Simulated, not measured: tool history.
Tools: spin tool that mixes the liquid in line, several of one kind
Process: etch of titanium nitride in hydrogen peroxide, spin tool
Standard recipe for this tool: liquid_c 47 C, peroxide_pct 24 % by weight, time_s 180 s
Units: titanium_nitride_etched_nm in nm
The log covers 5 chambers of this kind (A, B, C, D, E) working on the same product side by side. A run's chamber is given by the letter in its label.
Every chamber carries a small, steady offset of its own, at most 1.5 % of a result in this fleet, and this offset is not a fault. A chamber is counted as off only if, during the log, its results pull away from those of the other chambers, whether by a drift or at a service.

run	hour	liquid_c	peroxide_pct	time_s	read-back film thickness of the titanium nitride reference wafer, read on the same gauge (nm)	titanium_nitride_etched_nm
1B	12.7	47	24	180	129.99	3.7091
# hour 16.2: chamber A: new drum of peroxide connected
2A	22	47	24	180	130	3.6857
3E	28.1	47	24	180	130	3.7358
4C	34.7	47	24	180	130.02	3.7743
5D	45.7	47	24	180	130.02	3.694
6E	56.7	47	24	180	130.01	3.7101
7B	69.2	47	24	180	129.98	3.6968
8A	75.8	47	24	180	130.03	3.7726
# hour 77.3: chamber D: thermometer replaced
9D	83.4	47	30	180	130	3.9143
10C	94.8	47	30	180	130.01	4.0059
11D	103.2	47	30	180	130.01	3.8582
12B	111.1	47	30	180	130.02	3.8868
13A	122.2	47	30	180	129.96	3.9277
14E	131	47	24	180	130.01	3.7632
15C	139.5	47	24	180	129.98	3.7311
16B	146.3	47	24	180	130	3.6975
17C	156.5	47	24	180	129.97	3.751
18A	166.6	50.5	26	180	130	4.9966
19E	172.8	50.5	26	180	130.04	4.7917
# hour 176.5: chamber B: new drum of peroxide connected
20D	185.4	50.5	26	180	130.05	4.8735
21B	191.6	50.5	26	180	130.01	4.9026
22C	199.7	50.5	26	180	130.01	4.9625
# hour 204.1: chamber D: new drum of peroxide connected
23D	207.9	47	24	180	130	3.7294
# hour 213.7: chamber C: peroxide flow meter replaced
24E	214.7	47	24	180	129.96	3.6836
# hour 215.4: chamber D: peroxide flow meter replaced
25A	225.3	47	24	180	129.99	3.7369
26B	235.1	47	24	180	130	3.7405
27D	242.7	47	24	180	129.99	3.68
28E	248.7	47	24	180	130.02	3.7429
# hour 257.1: chamber E: heated supply line repaired
29C	259.5	47	24	180	130	3.8235
30A	266	47	24	180	130.02	3.707
31E	277.3	47	24	180	130.04	3.7768
32B	288.6	47	24	180	130.01	3.6649
# hour 297.4: chamber A: peroxide flow meter replaced
33C	300.4	47	24	180	129.99	3.7358
34A	308.8	47	24	180	129.98	3.7975
35D	317.2	47	24	180	129.96	3.677
# hour 326.8: chamber A: heated supply line repaired
36A	329.4	54.5	24	145	129.96	5.1607

One chamber off, gauge drift, or nothing amiss beyond the chambers' own small offsets? If it is a chamber, which one, and what is the likeliest cause?

No chamber is off and the gauge is stable; the differences are just each chamber's small, constant offset.
